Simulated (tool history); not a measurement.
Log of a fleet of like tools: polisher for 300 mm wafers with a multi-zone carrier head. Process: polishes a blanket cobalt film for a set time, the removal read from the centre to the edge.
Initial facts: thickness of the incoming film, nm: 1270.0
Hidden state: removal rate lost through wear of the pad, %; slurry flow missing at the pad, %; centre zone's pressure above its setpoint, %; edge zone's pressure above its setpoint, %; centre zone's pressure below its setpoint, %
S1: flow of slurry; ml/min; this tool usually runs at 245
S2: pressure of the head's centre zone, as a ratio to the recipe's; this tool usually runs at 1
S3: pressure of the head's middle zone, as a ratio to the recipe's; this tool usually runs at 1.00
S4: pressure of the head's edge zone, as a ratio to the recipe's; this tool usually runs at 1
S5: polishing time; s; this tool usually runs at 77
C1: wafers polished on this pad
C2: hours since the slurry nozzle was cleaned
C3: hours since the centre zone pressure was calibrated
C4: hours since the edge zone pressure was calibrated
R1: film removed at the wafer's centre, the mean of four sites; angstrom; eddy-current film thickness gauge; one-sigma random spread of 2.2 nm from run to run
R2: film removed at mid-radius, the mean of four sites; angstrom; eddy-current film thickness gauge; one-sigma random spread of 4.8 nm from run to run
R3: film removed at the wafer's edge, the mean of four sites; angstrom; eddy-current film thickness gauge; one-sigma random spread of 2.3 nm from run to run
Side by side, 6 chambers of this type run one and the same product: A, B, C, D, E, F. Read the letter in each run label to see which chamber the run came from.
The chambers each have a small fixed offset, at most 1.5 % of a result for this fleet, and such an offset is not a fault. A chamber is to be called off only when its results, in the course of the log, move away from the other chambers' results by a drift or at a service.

run 1A hour=9.8 | S1=245 S2=1 S3=1.00 S4=1 S5=77 | C1=840 C2=126.9 C3=123.3 C4=145.2 | R1=3618.6 R2=3680.0 R3=3600.6
-- hour=15.0 chamber E: slurry nozzle cleaned
-- hour=20.1 chamber D: worn pad replaced by a new one
run 2C hour=20.8 | S1=245 S2=1 S3=1.00 S4=1 S5=77 | C1=1207 C2=156.6 C3=1152.7 C4=352.9 | R1=3595.0 R2=3653.0 R3=3614.7
run 3F hour=30.5 | S1=245 S2=1 S3=1.00 S4=1 S5=77 | C1=867 C2=350.3 C3=116.8 C4=895.9 | R1=3658.1 R2=3621.2 R3=3588.7
run 4E hour=41.8 | S1=245 S2=1 S3=1.00 S4=1 S5=77 | C1=764 C2=26.8 C3=247.7 C4=343.6 | R1=3582.5 R2=3551.6 R3=3629.0
-- hour=50.1 chamber C: worn pad replaced by a new one
run 5D hour=54.8 | S1=245 S2=1 S3=1.00 S4=1 S5=77 | C1=208 C2=111.9 C3=325.9 C4=221.5 | R1=3645.5 R2=3649.9 R3=3629.4
run 6B hour=60.9 | S1=245 S2=1 S3=1.00 S4=1 S5=77 | C1=744 C2=112.6 C3=137.0 C4=470.5 | R1=3613.4 R2=3528.0 R3=3606.3
-- hour=66.1 chamber B: worn pad replaced by a new one
run 7A hour=67.6 | S1=245 S2=1 S3=1.00 S4=1 S5=77 | C1=1187 C2=184.7 C3=181.1 C4=203.0 | R1=3529.7 R2=3661.5 R3=3586.4
run 8E hour=74.6 | S1=245 S2=1 S3=1.00 S4=1 S5=77 | C1=961 C2=59.6 C3=280.5 C4=376.4 | R1=3550.4 R2=3558.5 R3=3615.8
-- hour=79.1 chamber F: worn pad replaced by a new one
-- hour=84.8 chamber E: worn pad replaced by a new one
run 9F hour=86.8 | S1=245 S2=1 S3=1.00 S4=1 S5=77 | C1=46 C2=406.6 C3=173.1 C4=952.2 | R1=3618.1 R2=3572.7 R3=3647.7
run 10D hour=96.1 | S1=245 S2=1 S3=1.00 S4=1 S5=77 | C1=456 C2=153.2 C3=367.2 C4=262.8 | R1=3623.4 R2=3614.0 R3=3617.1
run 11C hour=103.1 | S1=245 S2=1 S3=1.00 S4=1 S5=77 | C1=318 C2=238.9 C3=1235.0 C4=435.2 | R1=3618.7 R2=3584.3 R3=3580.5
run 12B hour=111.9 | S1=245 S2=1 S3=1.00 S4=1 S5=77 | C1=275 C2=163.6 C3=188.0 C4=521.5 | R1=3592.0 R2=3505.0 R3=3643.6
-- hour=115.9 chamber C: centre zone pressure recalibrated
-- hour=123.5 chamber D: worn pad replaced by a new one
run 13C hour=124.1 | S1=245 S2=1 S3=1.00 S4=1 S5=77 | C1=445 C2=259.9 C3=8.2 C4=456.2 | R1=3586.0 R2=3587.1 R3=3600.2
-- hour=124.5 chamber A: worn pad replaced by a new one
run 14B hour=131.4 | S1=245 S2=1 S3=1.00 S4=1 S5=77 | C1=392 C2=183.1 C3=207.5 C4=541.0 | R1=3630.9 R2=3597.9 R3=3652.1
run 15F hour=143.5 | S1=245 S2=1 S3=1.00 S4=1 S5=77 | C1=387 C2=463.3 C3=229.8 C4=1008.9 | R1=3590.8 R2=3626.2 R3=3597.0
run 16D hour=153.7 | S1=245 S2=1 S3=1.00 S4=1 S5=77 | C1=181 C2=210.8 C3=424.8 C4=320.4 | R1=3602.2 R2=3728.1 R3=3582.3
run 17E hour=162.6 | S1=245 S2=1 S3=1.00 S4=1 S5=77 | C1=467 C2=147.6 C3=368.5 C4=464.4 | R1=3622.3 R2=3603.6 R3=3629.8
-- hour=167.4 chamber D: slurry nozzle cleaned
-- hour=173.4 chamber A: slurry nozzle cleaned
run 18A hour=173.5 | S1=245 S2=1 S3=1.00 S4=1 S5=77 | C1=294 C2=0.1 C3=287.0 C4=308.9 | R1=3575.1 R2=3642.1 R3=3638.1
-- hour=177.2 chamber B: worn pad replaced by a new one
run 19E hour=184.2 | S1=295 S2=1 S3=1.00 S4=1 S5=65 | C1=597 C2=169.2 C3=390.1 C4=486.0 | R1=3113.5 R2=3153.3 R3=3091.1
run 20D hour=192.7 | S1=295 S2=1 S3=1.00 S4=1 S5=65 | C1=415 C2=25.4 C3=463.8 C4=359.4 | R1=3086.2 R2=3112.2 R3=3100.1
run 21B hour=200.3 | S1=295 S2=1 S3=1.00 S4=1 S5=65 | C1=138 C2=252.0 C3=276.4 C4=609.9 | R1=3101.8 R2=3128.6 R3=3113.2
run 22C hour=208.0 | S1=295 S2=1 S3=1.00 S4=1 S5=65 | C1=949 C2=343.8 C3=92.1 C4=540.1 | R1=3094.8 R2=3113.1 R3=3110.9
-- hour=219.6 chamber D: edge zone pressure recalibrated
run 23F hour=220.7 | S1=295 S2=1 S3=1.00 S4=1 S5=65 | C1=851 C2=540.5 C3=307.0 C4=1086.1 | R1=3113.3 R2=3038.3 R3=3094.0
run 24A hour=232.1 | S1=295 S2=1 S3=1.00 S4=1 S5=65 | C1=646 C2=58.7 C3=345.6 C4=367.5 | R1=3119.8 R2=3048.1 R3=3138.9
-- hour=233.5 chamber D: worn pad replaced by a new one
run 25B hour=241.2 | S1=245 S2=1 S3=1.00 S4=1 S5=77 | C1=384 C2=292.9 C3=317.3 C4=650.8 | R1=3630.6 R2=3634.3 R3=3602.8
-- hour=247.8 chamber E: worn pad replaced by a new one
run 26A hour=248.5 | S1=245 S2=1 S3=1.00 S4=1 S5=77 | C1=745 C2=75.1 C3=362.0 C4=383.9 | R1=3580.6 R2=3683.3 R3=3617.2
run 27C hour=254.6 | S1=245 S2=1 S3=1.00 S4=1 S5=77 | C1=1229 C2=390.4 C3=138.7 C4=586.7 | R1=3579.7 R2=3676.1 R3=3650.9
run 28D hour=263.8 | S1=245 S2=1 S3=1.00 S4=1 S5=77 | C1=182 C2=96.5 C3=534.9 C4=44.2 | R1=3517.2 R2=3699.9 R3=3633.1
-- hour=275.9 chamber F: worn pad replaced by a new one
run 29E hour=275.9 | S1=245 S2=1 S3=0.92 S4=1 S5=77 | C1=168 C2=260.9 C3=481.8 C4=577.7 | R1=3553.4 R2=3327.0 R3=3612.0
-- hour=280.1 chamber E: slurry nozzle cleaned
-- hour=280.4 chamber E: centre zone pressure recalibrated
run 30F hour=282.4 | S1=245 S2=1 S3=0.92 S4=1 S5=77 | C1=39 C2=602.2 C3=368.7 C4=1147.8 | R1=3576.2 R2=3257.8 R3=3634.4
run 31A hour=289.0 | S1=245 S2=1 S3=0.92 S4=1 S5=77 | C1=988 C2=115.6 C3=402.5 C4=424.4 | R1=3585.9 R2=3390.9 R3=3610.0
-- hour=290.9 chamber B: worn pad replaced by a new one
run 32C hour=296.5 | S1=245 S2=1 S3=0.92 S4=1 S5=77 | C1=1480 C2=432.3 C3=180.6 C4=628.6 | R1=3626.1 R2=3316.7 R3=3630.0
-- hour=302.5 chamber B: centre zone pressure recalibrated
run 33F hour=307.9 | S1=245 S2=1 S3=0.92 S4=1 S5=77 | C1=192 C2=627.7 C3=394.2 C4=1173.3 | R1=3624.6 R2=3340.9 R3=3619.3
-- hour=310.2 chamber C: worn pad replaced by a new one
run 34D hour=316.2 | S1=245 S2=1 S3=0.92 S4=1 S5=77 | C1=497 C2=148.9 C3=587.3 C4=96.6 | R1=3504.1 R2=3352.0 R3=3621.0
run 35E hour=328.7 | S1=245 S2=1 S3=1.00 S4=1 S5=77 | C1=486 C2=48.7 C3=48.3 C4=630.5 | R1=3567.4 R2=3604.3 R3=3603.8
run 36B hour=338.2 | S1=245 S2=1 S3=1.00 S4=1 S5=77 | C1=284 C2=389.9 C3=35.8 C4=747.8 | R1=3619.4 R2=3564.9 R3=3633.5
-- hour=339.0 chamber D: worn pad replaced by a new one
run 37C hour=350.1 | S1=245 S2=1 S3=1.00 S4=1 S5=77 | C1=240 C2=485.9 C3=234.2 C4=682.2 | R1=3553.6 R2=3586.3 R3=3643.6
run 38E hour=361.3 | S1=245 S2=1 S3=1.00 S4=1 S5=77 | C1=681 C2=81.3 C3=80.9 C4=663.1 | R1=3571.6 R2=3613.2 R3=3640.7
run 39D hour=367.2 | S1=245 S2=1 S3=1.00 S4=1 S5=77 | C1=169 C2=199.9 C3=638.3 C4=147.6 | R1=3468.1 R2=3559.4 R3=3617.9
run 40A hour=374.6 | S1=245 S2=1 S3=1.00 S4=1 S5=77 | C1=1502 C2=201.2 C3=488.1 C4=510.0 | R1=3568.8 R2=3677.9 R3=3578.7

All chambers now run identical settings, listed one chamber a line with results as question marks. What results will each chamber show?
run 41A hour=384.0 | S1=245 S2=1 S3=1.00 S4=1 S5=77 | R1=? R2=? R3=?
run 41B hour=384.0 | S1=245 S2=1 S3=1.00 S4=1 S5=77 | R1=? R2=? R3=?
run 41C hour=384.0 | S1=245 S2=1 S3=1.00 S4=1 S5=77 | R1=? R2=? R3=?
run 41D hour=384.0 | S1=245 S2=1 S3=1.00 S4=1 S5=77 | R1=? R2=? R3=?
run 41E hour=384.0 | S1=245 S2=1 S3=1.00 S4=1 S5=77 | R1=? R2=? R3=?
run 41F hour=384.0 | S1=245 S2=1 S3=1.00 S4=1 S5=77 | R1=? R2=? R3=?

run=41A R1=3548.0 R2=3685.2 R3=3574.7
run=41B R1=3596.8 R2=3656.4 R3=3623.2
run=41C R1=3532.1 R2=3576.7 R3=3589.2
run=41D R1=3452.9 R2=3598.9 R3=3626.2
run=41E R1=3577.1 R2=3565.4 R3=3615.9
run=41F R1=3653.9 R2=3616.0 R3=3570.9
